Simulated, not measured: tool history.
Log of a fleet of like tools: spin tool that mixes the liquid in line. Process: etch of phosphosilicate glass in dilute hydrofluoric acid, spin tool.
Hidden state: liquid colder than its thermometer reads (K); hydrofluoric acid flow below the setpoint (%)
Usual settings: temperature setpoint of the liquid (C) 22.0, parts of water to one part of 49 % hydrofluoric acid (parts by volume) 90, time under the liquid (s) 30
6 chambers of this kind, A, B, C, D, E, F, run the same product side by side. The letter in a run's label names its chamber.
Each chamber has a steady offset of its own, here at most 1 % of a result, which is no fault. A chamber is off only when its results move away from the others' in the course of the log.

run,day,temperature setpoint of the liquid (C),parts of water to one part of 49 % hydrofluoric acid (parts by volume),time under the liquid (s),hours since the thermometer was replaced,hours since the hydrofluoric acid flow meter was replaced,"read-back film thickness of the phosphosilicate glass reference wafer, read on the same gauge (nm)",thickness taken off the phosphosilicate glass on a monitor wafer (nm)
1C,0.562,22.0,90,30,576.8,95.5,80.039,43.321
2B,1.129,22.0,90,30,968.4,44.3,80.022,43.218
# day 1.250: chamber D: thermometer replaced
3D,1.721,22.0,90,30,11.4,352.2,80.023,42.592
4A,2.271,22.0,90,30,393.0,1880.0,79.970,43.061
5F,2.904,22.0,90,30,1000.1,2294.9,80.001,43.782
6E,3.362,22.0,90,30,1457.0,957.0,80.000,43.563
7B,3.658,22.0,90,30,1029.1,105.0,79.955,42.587
8F,4.029,22.0,90,30,1027.1,2321.9,79.988,42.714
9C,4.679,22.0,90,30,675.6,194.3,79.984,43.744
10E,5.121,17.5,90,35,1499.2,999.2,79.978,41.883
11A,5.762,17.5,90,35,476.8,1963.8,79.968,41.376
# day 5.871: chamber F: hydrofluoric acid flow meter replaced
12D,6.375,17.5,90,35,123.1,463.9,79.970,40.574
13A,6.712,17.5,90,35,499.6,1986.6,80.032,41.925
14F,7.058,17.5,90,35,1099.8,28.5,79.991,41.903
15B,7.738,17.5,90,35,1127.0,202.9,80.006,41.864
16D,8.208,22.0,90,30,167.1,507.9,79.954,41.663
17C,8.712,22.0,90,30,772.4,291.1,79.989,43.137
18E,9.221,22.0,90,30,1597.6,1097.6,80.001,43.918
19E,9.829,22.0,90,30,1612.2,1112.2,80.040,43.398
20B,10.179,24.0,125,30,1185.6,261.5,80.022,31.968
# day 10.258: chamber B: thermometer replaced
# day 10.508: chamber E: hydrofluoric acid flow meter replaced
21D,10.733,24.0,125,30,227.7,568.5,79.991,31.300
# day 10.875: chamber A: hydrofluoric acid flow meter replaced
22C,11.238,24.0,125,30,833.0,351.7,79.992,32.211
23A,11.592,24.0,125,30,616.7,17.2,80.001,32.038
24F,12.012,24.0,125,30,1218.7,147.4,79.999,32.060
25E,12.688,24.0,125,30,1680.8,52.4,80.013,32.539
26A,13.129,22.0,90,30,653.6,54.1,79.971,43.236
27C,13.675,22.0,90,30,891.5,410.2,79.982,43.290
28F,14.200,22.0,90,30,1271.2,199.9,79.998,42.916
29D,14.879,22.0,90,30,327.2,668.0,80.007,41.169
30B,15.550,22.0,90,30,127.0,390.4,80.002,43.586
31A,16.196,22.0,90,30,727.2,127.7,80.004,43.506
32C,16.533,24.0,110,30,960.1,478.8,79.997,37.753
33B,17.125,24.0,110,30,164.8,428.2,79.980,37.632
34D,17.500,24.0,110,30,390.1,730.9,80.010,35.725
35F,17.900,24.0,110,30,1360.0,288.7,79.941,37.026
36E,18.196,24.0,110,30,1813.0,184.6,80.028,37.637
37E,18.558,24.0,110,30,1821.7,193.3,80.021,37.400
38D,18.888,22.0,90,30,423.4,764.2,80.015,40.823
39F,19.442,22.0,90,45,1397.0,325.7,79.996,64.145
40C,20.083,22.0,90,45,1045.3,564.0,80.022,64.627

Is one chamber off against the others, does the gauge drift, or is nothing wrong? If a chamber is off, say which, and what the likeliest cause is.

Chamber D drifts away from the others.
Cause: hydrofluoric acid flow below the setpoint (%) = 4.42.

Here are 4 candidates for chamber D's next run, each the usual settings with a change, their results left as question marks. Which one brings its results back in line with what the others give on the usual settings?
In line means no further than this from the other chambers' mean on the usual settings: thickness taken off the phosphosilicate glass on a monitor wafer (nm) 0.960
41D-1,20.571,21.5,90,30,,,,?
41D-2,20.571,22.0,95,30,,,,?
41D-3,20.571,22.5,90,30,,,,?
41D-4,20.571,23.5,90,30,,,,?

The other chambers' mean on the usual settings: thickness taken off the phosphosilicate glass on a monitor wafer (nm) 43.216
run,thickness taken off the phosphosilicate glass on a monitor wafer (nm)
41D-1,40.048
41D-2,38.465
41D-3,41.721
41D-4,43.448
41D-4 brings the chamber back in line.
